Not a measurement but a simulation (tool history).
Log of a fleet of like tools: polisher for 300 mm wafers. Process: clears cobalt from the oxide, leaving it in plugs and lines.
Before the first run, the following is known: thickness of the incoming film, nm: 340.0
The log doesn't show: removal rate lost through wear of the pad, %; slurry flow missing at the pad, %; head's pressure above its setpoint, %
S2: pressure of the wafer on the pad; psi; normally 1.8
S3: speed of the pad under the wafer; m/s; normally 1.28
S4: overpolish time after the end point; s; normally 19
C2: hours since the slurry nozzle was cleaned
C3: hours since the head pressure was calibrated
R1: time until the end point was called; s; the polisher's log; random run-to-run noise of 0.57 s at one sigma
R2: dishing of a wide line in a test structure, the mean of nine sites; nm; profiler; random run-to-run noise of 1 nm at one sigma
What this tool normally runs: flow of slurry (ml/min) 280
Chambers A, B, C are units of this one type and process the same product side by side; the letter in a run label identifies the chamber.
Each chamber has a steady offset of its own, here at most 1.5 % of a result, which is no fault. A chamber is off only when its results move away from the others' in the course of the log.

run 1B day=0.162 | flow_of_slurry_(ml/min)=280 S2=1.8 S3=1.28 S4=19 | wafers_polished_on_this_pad=887 C2=151.2 C3=515.2 | R1=53.015 R2=56.025
run 2A day=0.354 | flow_of_slurry_(ml/min)=280 S2=1.8 S3=1.28 S4=19 | wafers_polished_on_this_pad=1289 C2=372 C3=632.8 | R1=52.93 R2=55.286
run 3C day=0.5 | flow_of_slurry_(ml/min)=280 S2=1.8 S3=1.28 S4=19 | wafers_polished_on_this_pad=465 C2=227.2 C3=521.6 | R1=52.1 R2=56.364
-- day=0.6 chamber B: worn pad replaced by a new one
run 4A day=0.683 | flow_of_slurry_(ml/min)=280 S2=1.8 S3=1.28 S4=19 | wafers_polished_on_this_pad=1379 C2=379.9 C3=640.7 | R1=53.212 R2=56.397
-- day=0.7 chamber A: worn pad replaced by a new one
run 5B day=0.833 | flow_of_slurry_(ml/min)=280 S2=1.8 S3=1.28 S4=19 | wafers_polished_on_this_pad=64 C2=167.3 C3=531.3 | R1=53.313 R2=57.053
run 6C day=0.917 | flow_of_slurry_(ml/min)=280 S2=1.8 S3=1.28 S4=19 | wafers_polished_on_this_pad=579 C2=237.2 C3=531.6 | R1=53.682 R2=57.179
run 7B day=1.004 | flow_of_slurry_(ml/min)=280 S2=1.8 S3=1.56 S4=19 | wafers_polished_on_this_pad=110 C2=171.4 C3=535.4 | R1=42.732 R2=62.804
run 8C day=1.171 | flow_of_slurry_(ml/min)=280 S2=1.8 S3=1.56 S4=19 | wafers_polished_on_this_pad=648 C2=243.3 C3=537.7 | R1=43.296 R2=59.363
-- day=1.267 chamber C: slurry nozzle cleaned
run 9A day=1.338 | flow_of_slurry_(ml/min)=280 S2=1.8 S3=1.56 S4=19 | wafers_polished_on_this_pad=174 C2=395.6 C3=656.4 | R1=43.14 R2=59.701
run 10B day=1.462 | flow_of_slurry_(ml/min)=280 S2=1.8 S3=1.28 S4=19 | wafers_polished_on_this_pad=235 C2=182.4 C3=546.4 | R1=53.28 R2=56.765
-- day=1.517 chamber C: worn pad replaced by a new one
run 11C day=1.646 | flow_of_slurry_(ml/min)=280 S2=1.8 S3=1.28 S4=19 | wafers_polished_on_this_pad=35 C2=9.1 C3=549.1 | R1=52.99 R2=56.085
run 12A day=1.817 | flow_of_slurry_(ml/min)=280 S2=1.8 S3=1.28 S4=19 | wafers_polished_on_this_pad=304 C2=407.1 C3=667.9 | R1=52.833 R2=55.995
run 13A day=1.933 | flow_of_slurry_(ml/min)=280 S2=1.8 S3=1.28 S4=19 | wafers_polished_on_this_pad=336 C2=409.9 C3=670.7 | R1=53.07 R2=56.81
run 14C day=2.038 | flow_of_slurry_(ml/min)=280 S2=1.8 S3=1.28 S4=19 | wafers_polished_on_this_pad=142 C2=18.5 C3=558.5 | R1=53.897 R2=58.537
run 15B day=2.229 | flow_of_slurry_(ml/min)=280 S2=1.8 S3=1.28 S4=19 | wafers_polished_on_this_pad=444 C2=200.8 C3=564.8 | R1=53.609 R2=56.557
run 16C day=2.408 | flow_of_slurry_(ml/min)=280 S2=1.8 S3=1.28 S4=19 | wafers_polished_on_this_pad=243 C2=27.4 C3=567.4 | R1=52.678 R2=55.853
run 17B day=2.517 | flow_of_slurry_(ml/min)=280 S2=1.8 S3=1.56 S4=19 | wafers_polished_on_this_pad=523 C2=207.7 C3=571.7 | R1=43.948 R2=60.043
run 18A day=2.633 | flow_of_slurry_(ml/min)=280 S2=1.8 S3=1.56 S4=19 | wafers_polished_on_this_pad=527 C2=426.7 C3=687.5 | R1=42.165 R2=61.678
run 19B day=2.75 | flow_of_slurry_(ml/min)=280 S2=1.8 S3=1.56 S4=19 | wafers_polished_on_this_pad=586 C2=213.3 C3=577.3 | R1=43.31 R2=60.03
run 20C day=2.892 | flow_of_slurry_(ml/min)=280 S2=1.8 S3=1.28 S4=19 | wafers_polished_on_this_pad=374 C2=39 C3=579 | R1=52.608 R2=57.39

Is one chamber out of step, is the gauge drifting, or do the chambers differ by no more than their own small offsets? For an off chamber, give its letter and the likeliest cause.

No chamber is off and the gauge is stable; the differences are just each chamber's small, constant offset.
